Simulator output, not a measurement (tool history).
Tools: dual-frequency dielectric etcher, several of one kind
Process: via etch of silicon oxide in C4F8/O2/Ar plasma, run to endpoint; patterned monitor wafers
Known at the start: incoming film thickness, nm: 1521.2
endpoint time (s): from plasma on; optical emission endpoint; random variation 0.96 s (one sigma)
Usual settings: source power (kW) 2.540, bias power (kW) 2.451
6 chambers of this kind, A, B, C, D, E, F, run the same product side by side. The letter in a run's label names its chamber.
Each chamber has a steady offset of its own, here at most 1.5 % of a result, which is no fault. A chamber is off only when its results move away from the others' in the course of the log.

{"run": "1A", "day": 0.262, "source power (kW)": 2.54, "bias power (kW)": 2.451, "endpoint time (s)": 257.17}
{"run": "2F", "day": 0.588, "source power (kW)": 2.54, "bias power (kW)": 2.451, "endpoint time (s)": 254.46}
{"run": "3C", "day": 0.833, "source power (kW)": 2.54, "bias power (kW)": 2.451, "endpoint time (s)": 260.73}
{"run": "4D", "day": 1.054, "source power (kW)": 2.54, "bias power (kW)": 2.451, "endpoint time (s)": 256.91}
{"run": "5E", "day": 1.392, "source power (kW)": 2.54, "bias power (kW)": 2.451, "endpoint time (s)": 259.44}
{"run": "6B", "day": 1.729, "source power (kW)": 2.54, "bias power (kW)": 2.451, "endpoint time (s)": 257.62}
{"run": "7C", "day": 1.971, "source power (kW)": 2.54, "bias power (kW)": 2.451, "endpoint time (s)": 261.12}
{"run": "8B", "day": 2.208, "source power (kW)": 2.54, "bias power (kW)": 2.451, "endpoint time (s)": 258.57}
{"run": "9E", "day": 2.583, "source power (kW)": 2.54, "bias power (kW)": 2.451, "endpoint time (s)": 258.62}
{"run": "10D", "day": 2.908, "source power (kW)": 2.54, "bias power (kW)": 2.451, "endpoint time (s)": 258.35}
{"run": "11A", "day": 3.175, "source power (kW)": 2.54, "bias power (kW)": 2.451, "endpoint time (s)": 256.61}
{"run": "12F", "day": 3.458, "source power (kW)": 2.54, "bias power (kW)": 2.451, "endpoint time (s)": 254.44}
{"run": "13D", "day": 3.654, "source power (kW)": 2.54, "bias power (kW)": 2.451, "endpoint time (s)": 255.34}
{"run": "14F", "day": 3.9, "source power (kW)": 2.94, "bias power (kW)": 2.765, "endpoint time (s)": 231.98}
{"run": "15C", "day": 4.183, "source power (kW)": 2.94, "bias power (kW)": 2.765, "endpoint time (s)": 236.93}
{"run": "16E", "day": 4.492, "source power (kW)": 2.94, "bias power (kW)": 2.765, "endpoint time (s)": 237.14}
{"run": "17B", "day": 4.779, "source power (kW)": 2.94, "bias power (kW)": 2.765, "endpoint time (s)": 233.78}
{"run": "18A", "day": 5.158, "source power (kW)": 2.94, "bias power (kW)": 2.765, "endpoint time (s)": 234.3}
{"run": "19D", "day": 5.429, "source power (kW)": 2.94, "bias power (kW)": 2.765, "endpoint time (s)": 232.85}
{"run": "20B", "day": 5.725, "source power (kW)": 2.54, "bias power (kW)": 2.451, "endpoint time (s)": 255.84}
{"day": 5.812, "done": "chamber A: wet clean of the chamber"}
{"run": "21A", "day": 6.0, "source power (kW)": 2.54, "bias power (kW)": 2.451, "endpoint time (s)": 256.12}
{"day": 6.175, "done": "chamber B: bias power generator calibrated"}
{"run": "22C", "day": 6.246, "source power (kW)": 2.54, "bias power (kW)": 2.451, "endpoint time (s)": 259.56}
{"run": "23F", "day": 6.475, "source power (kW)": 2.54, "bias power (kW)": 2.451, "endpoint time (s)": 255.64}
{"run": "24E", "day": 6.817, "source power (kW)": 2.54, "bias power (kW)": 2.987, "endpoint time (s)": 242.45}
{"run": "25D", "day": 7.171, "source power (kW)": 2.54, "bias power (kW)": 2.987, "endpoint time (s)": 242.8}
{"run": "26F", "day": 7.35, "source power (kW)": 2.54, "bias power (kW)": 2.987, "endpoint time (s)": 239.32}
{"run": "27A", "day": 7.596, "source power (kW)": 2.54, "bias power (kW)": 2.987, "endpoint time (s)": 242.87}
{"run": "28B", "day": 7.838, "source power (kW)": 2.54, "bias power (kW)": 2.987, "endpoint time (s)": 240.94}
{"run": "29C", "day": 8.125, "source power (kW)": 2.54, "bias power (kW)": 2.987, "endpoint time (s)": 243.17}
{"day": 8.25, "done": "chamber D: wet clean of the chamber"}
{"run": "30E", "day": 8.312, "source power (kW)": 2.54, "bias power (kW)": 2.451, "endpoint time (s)": 258.94}
{"run": "31F", "day": 8.492, "source power (kW)": 2.54, "bias power (kW)": 2.451, "endpoint time (s)": 253.97}
{"run": "32E", "day": 8.729, "source power (kW)": 2.54, "bias power (kW)": 2.451, "endpoint time (s)": 259.92}
{"day": 8.796, "done": "chamber E: wet clean of the chamber"}
{"run": "33B", "day": 8.962, "source power (kW)": 1.94, "bias power (kW)": 2.451, "endpoint time (s)": 284.6}
{"run": "34C", "day": 9.346, "source power (kW)": 1.94, "bias power (kW)": 2.451, "endpoint time (s)": 286.61}
{"run": "35D", "day": 9.571, "source power (kW)": 1.94, "bias power (kW)": 2.451, "endpoint time (s)": 286.24}
{"run": "36A", "day": 9.829, "source power (kW)": 1.94, "bias power (kW)": 2.451, "endpoint time (s)": 283.57}
{"run": "37B", "day": 10.0, "source power (kW)": 1.94, "bias power (kW)": 2.451, "endpoint time (s)": 284.41}
{"run": "38D", "day": 10.171, "source power (kW)": 1.94, "bias power (kW)": 2.451, "endpoint time (s)": 285.33}
{"run": "39F", "day": 10.55, "source power (kW)": 2.03, "bias power (kW)": 2.451, "endpoint time (s)": 278.98}
{"run": "40E", "day": 10.825, "source power (kW)": 2.03, "bias power (kW)": 2.451, "endpoint time (s)": 282.96}
{"day": 10.962, "done": "chamber C: wet clean of the chamber"}
{"run": "41A", "day": 11.142, "source power (kW)": 2.03, "bias power (kW)": 2.451, "endpoint time (s)": 283.17}
{"run": "42C", "day": 11.467, "source power (kW)": 2.03, "bias power (kW)": 2.451, "endpoint time (s)": 285.15}
{"run": "43E", "day": 11.842, "source power (kW)": 2.03, "bias power (kW)": 2.451, "endpoint time (s)": 284.59}
{"run": "44F", "day": 12.083, "source power (kW)": 2.03, "bias power (kW)": 2.451, "endpoint time (s)": 279.44}

Is one chamber off against the others, does the gauge drift, or is nothing wrong? If a chamber is off, say which, and what the likeliest cause is.

Chamber B drifts away from the others.
Cause: etch rate over this chamber's usual, % = 2.15.
The log may not tell that from: source power that arrives over what is set, %.

Here are 4 candidates for chamber B's next run, each the usual settings with a change, their results left as question marks. Which one brings its results back in line with what the others give on the usual settings?
In line means no further than this from the other chambers' mean on the usual settings: endpoint time (s) 3.40
{"run": "45B-1", "day": 12.358, "source power (kW)": 2.54, "bias power (kW)": 2.632, "endpoint time (s)": "?"}
{"run": "45B-2", "day": 12.358, "source power (kW)": 2.35, "bias power (kW)": 2.321, "endpoint time (s)": "?"}
{"run": "45B-3", "day": 12.358, "source power (kW)": 2.45, "bias power (kW)": 2.389, "endpoint time (s)": "?"}
{"run": "45B-4", "day": 12.358, "source power (kW)": 2.83, "bias power (kW)": 2.451, "endpoint time (s)": "?"}

The other chambers' mean on the usual settings: endpoint time (s) 257.50
run=45B-1 endpoint_time_(s)=246.65
run=45B-2 endpoint_time_(s)=264.07
run=45B-3 endpoint_time_(s)=257.49
run=45B-4 endpoint_time_(s)=241.13
45B-3 brings the chamber back in line.

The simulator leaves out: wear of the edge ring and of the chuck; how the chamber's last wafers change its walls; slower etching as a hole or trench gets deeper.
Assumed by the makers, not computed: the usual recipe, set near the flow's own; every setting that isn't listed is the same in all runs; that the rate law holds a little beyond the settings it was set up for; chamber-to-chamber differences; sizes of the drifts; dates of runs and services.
